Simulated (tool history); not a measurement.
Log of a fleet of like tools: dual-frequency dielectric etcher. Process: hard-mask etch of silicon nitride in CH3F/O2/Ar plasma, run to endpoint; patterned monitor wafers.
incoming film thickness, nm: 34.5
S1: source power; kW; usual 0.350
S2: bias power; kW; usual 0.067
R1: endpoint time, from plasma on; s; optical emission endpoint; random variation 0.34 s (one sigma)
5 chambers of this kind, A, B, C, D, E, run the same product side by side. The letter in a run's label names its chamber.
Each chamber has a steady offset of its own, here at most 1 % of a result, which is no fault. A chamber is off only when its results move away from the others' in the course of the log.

{"run": "1B", "hour": 7.4, "S1": 0.35, "S2": 0.067, "R1": 53.576}
{"run": "2C", "hour": 17.8, "S1": 0.35, "S2": 0.067, "R1": 53.361}
{"run": "3D", "hour": 27.2, "S1": 0.35, "S2": 0.067, "R1": 54.419}
{"run": "4A", "hour": 36.8, "S1": 0.35, "S2": 0.067, "R1": 53.577}
{"hour": 49.0, "done": "chamber A: wet clean of the chamber"}
{"run": "5E", "hour": 49.9, "S1": 0.35, "S2": 0.067, "R1": 53.245}
{"run": "6B", "hour": 59.2, "S1": 0.35, "S2": 0.067, "R1": 54.262}
{"run": "7E", "hour": 67.7, "S1": 0.35, "S2": 0.075, "R1": 51.345}
{"run": "8D", "hour": 79.6, "S1": 0.35, "S2": 0.075, "R1": 51.755}
{"run": "9C", "hour": 88.1, "S1": 0.35, "S2": 0.075, "R1": 51.432}
{"run": "10A", "hour": 99.8, "S1": 0.35, "S2": 0.075, "R1": 51.686}
{"run": "11A", "hour": 107.9, "S1": 0.35, "S2": 0.075, "R1": 51.719}
{"run": "12C", "hour": 117.4, "S1": 0.35, "S2": 0.067, "R1": 53.826}
{"run": "13B", "hour": 125.1, "S1": 0.35, "S2": 0.067, "R1": 54.542}
{"run": "14E", "hour": 131.2, "S1": 0.35, "S2": 0.067, "R1": 53.593}
{"run": "15D", "hour": 140.8, "S1": 0.35, "S2": 0.067, "R1": 53.748}
{"run": "16C", "hour": 152.8, "S1": 0.35, "S2": 0.067, "R1": 54.031}
{"run": "17E", "hour": 166.1, "S1": 0.35, "S2": 0.062, "R1": 54.11}
{"run": "18D", "hour": 177.9, "S1": 0.35, "S2": 0.062, "R1": 55.539}
{"run": "19B", "hour": 185.0, "S1": 0.35, "S2": 0.062, "R1": 57.301}
{"run": "20A", "hour": 197.3, "S1": 0.35, "S2": 0.062, "R1": 55.113}
{"run": "21C", "hour": 203.1, "S1": 0.35, "S2": 0.062, "R1": 54.997}
{"hour": 212.2, "done": "chamber D: wet clean of the chamber"}
{"run": "22D", "hour": 214.9, "S1": 0.35, "S2": 0.067, "R1": 53.043}
{"hour": 221.7, "done": "chamber E: wet clean of the chamber"}
{"run": "23A", "hour": 222.9, "S1": 0.35, "S2": 0.067, "R1": 53.429}
{"run": "24B", "hour": 234.9, "S1": 0.35, "S2": 0.067, "R1": 55.766}
{"run": "25E", "hour": 247.5, "S1": 0.35, "S2": 0.067, "R1": 53.872}
{"run": "26C", "hour": 256.9, "S1": 0.4, "S2": 0.067, "R1": 51.238}
{"run": "27E", "hour": 267.3, "S1": 0.4, "S2": 0.067, "R1": 51.651}
{"run": "28B", "hour": 280.2, "S1": 0.4, "S2": 0.067, "R1": 52.837}
{"run": "29A", "hour": 287.3, "S1": 0.4, "S2": 0.067, "R1": 50.994}
{"run": "30D", "hour": 298.1, "S1": 0.4, "S2": 0.067, "R1": 51.187}
{"run": "31E", "hour": 309.6, "S1": 0.35, "S2": 0.067, "R1": 53.242}

What goes on in this fleet: one chamber off, a drifting gauge, or nothing beyond the chambers' own small offsets? Name the chamber and the cause, if any.

Chamber B drifts away from the others.
Cause: etch rate under this chamber's usual, % = 4.51.

Here are 4 candidates for chamber B's next run, each the usual settings with a change, their results left as question marks. Which one brings its results back in line with what the others give on the usual settings?
In line means no further than this from the other chambers' mean on the usual settings: R1 1.200 s
{"run": "32B-1", "hour": 319.3, "S1": 0.4, "S2": 0.067, "R1": "?"}
{"run": "32B-2", "hour": 319.3, "S1": 0.34, "S2": 0.066, "R1": "?"}
{"run": "32B-3", "hour": 319.3, "S1": 0.36, "S2": 0.067, "R1": "?"}
{"run": "32B-4", "hour": 319.3, "S1": 0.35, "S2": 0.056, "R1": "?"}

The other chambers' mean on the usual settings: R1 53.682 s
run=32B-1 R1=53.925
run=32B-2 R1=57.703
run=32B-3 R1=56.156
run=32B-4 R1=60.333
32B-1 brings the chamber back in line.

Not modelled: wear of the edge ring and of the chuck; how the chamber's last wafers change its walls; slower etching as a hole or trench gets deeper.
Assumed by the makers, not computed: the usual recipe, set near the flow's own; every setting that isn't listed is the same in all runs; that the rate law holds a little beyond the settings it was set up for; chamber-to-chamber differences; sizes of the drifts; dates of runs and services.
